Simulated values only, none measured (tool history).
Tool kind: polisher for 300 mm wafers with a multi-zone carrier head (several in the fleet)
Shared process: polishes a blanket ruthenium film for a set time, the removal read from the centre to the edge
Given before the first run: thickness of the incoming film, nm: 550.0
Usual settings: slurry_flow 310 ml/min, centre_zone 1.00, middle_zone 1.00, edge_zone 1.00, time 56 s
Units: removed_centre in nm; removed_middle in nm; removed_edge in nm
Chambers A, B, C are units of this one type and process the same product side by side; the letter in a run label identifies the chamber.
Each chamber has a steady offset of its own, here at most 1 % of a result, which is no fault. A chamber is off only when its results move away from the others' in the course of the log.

run	hour	slurry_flow	centre_zone	middle_zone	edge_zone	time	removed_centre	removed_middle	removed_edge
1B	7.6	310	1.00	1.00	1.00	56	62.205	62.174	61.631
# hour 12.5: chamber B: worn pad replaced by a new one
2A	14.8	310	1.00	1.00	1.00	56	61.692	61.556	62.100
3C	21.4	310	1.00	1.00	1.00	56	62.227	62.281	62.737
4C	28.7	310	1.00	1.00	1.00	56	61.665	62.144	62.252
5B	35.9	310	1.00	1.00	1.00	56	64.090	62.874	61.715
6A	40.3	310	1.00	1.00	1.00	56	62.272	61.779	61.788
7A	46.6	310	1.00	1.00	1.00	56	61.875	62.253	61.385
8B	50.8	310	0.96	1.00	1.05	56	60.007	62.608	63.867
# hour 52.3: chamber B: centre zone pressure recalibrated
9C	55.0	310	0.96	1.00	1.05	56	58.916	62.118	64.579
10C	62.6	310	0.96	1.00	1.05	56	60.164	61.979	63.913
11A	69.5	240	1.00	1.00	1.00	56	59.288	59.894	60.052
12B	75.6	240	1.00	1.00	1.00	56	60.593	60.512	60.900
13C	81.3	240	1.00	1.00	1.00	56	60.550	60.736	60.743
# hour 82.3: chamber C: slurry nozzle cleaned
14A	86.1	310	1.00	1.00	1.00	56	60.553	60.529	60.173
# hour 86.6: chamber B: worn pad replaced by a new one
15B	90.6	310	1.00	1.00	1.00	56	62.033	62.361	61.174
16A	95.3	310	1.00	1.00	1.00	56	60.769	60.729	60.277
17B	101.2	310	1.00	1.00	1.00	56	62.193	63.406	61.915
18C	107.4	365	0.93	1.00	1.00	56	57.603	63.343	63.277
# hour 114.6: chamber C: worn pad replaced by a new one
19B	115.4	365	0.93	1.00	1.00	56	58.473	62.355	62.959
# hour 118.9: chamber A: slurry nozzle cleaned
20C	120.7	365	0.93	1.00	1.00	56	57.506	63.179	63.069
21A	126.3	310	1.00	1.00	1.00	56	59.213	59.555	59.228
22B	130.3	310	1.00	1.00	1.00	56	62.150	61.955	61.686
23A	138.8	310	1.00	1.00	1.00	56	60.011	58.962	58.247
24C	142.9	310	1.00	1.00	1.00	56	62.064	62.264	62.567
25C	149.0	310	1.00	1.00	1.00	56	62.808	62.123	62.615
26B	156.8	310	1.00	1.00	1.00	56	63.047	62.618	62.232
27A	160.5	310	1.00	1.00	1.00	56	58.410	57.689	57.407
# hour 164.6: chamber B: worn pad replaced by a new one
28C	165.1	310	1.00	0.94	1.00	56	62.299	59.157	63.121
29B	171.5	310	1.00	0.94	1.00	56	63.336	59.014	62.618
30A	176.9	310	1.00	0.94	1.00	56	57.582	54.199	57.117
31B	181.1	310	1.00	1.00	1.00	56	62.345	62.560	62.024
32A	189.3	310	1.00	1.00	1.00	56	58.274	57.281	56.557

Has any chamber moved away from the others, gradually or after a service, or does the common gauge drift, or do the chambers differ only by their own small steady offsets? State the chamber and the most likely cause if one applies.

It is chamber A that slowly wanders off from its peers.
Cause: removal rate lost through wear of the pad, % = 8.61.

Below are 4 candidate recipes for chamber A's next run, each the usual settings with a change, their results shown as question marks. Which of them brings A's results back in line with what the other chambers give on the usual settings?
Maximum distance from the other chambers' mean on the usual settings for a result to count as in line: removed_centre 2.200 nm; removed_middle 1.400 nm; removed_edge 1.400 nm
33A-1	195.4	315	0.99	1.01	1.01	67	?	?	?
33A-2	195.4	305	1.02	0.99	0.99	47	?	?	?
33A-3	195.4	310	1.01	1.00	0.99	51	?	?	?
33A-4	195.4	310	1.00	1.01	1.00	61	?	?	?

Mean of the other chambers on the usual settings: removed_centre 61.999 nm; removed_middle 62.422 nm; removed_edge 62.161 nm
run	removed_centre	removed_middle	removed_edge
33A-1	67.807	68.634	68.408
33A-2	48.951	47.130	47.393
33A-3	52.651	51.692	51.481
33A-4	62.305	62.390	61.888
The right change is 33A-4: it brings the chamber back within the allowed miss of the others.
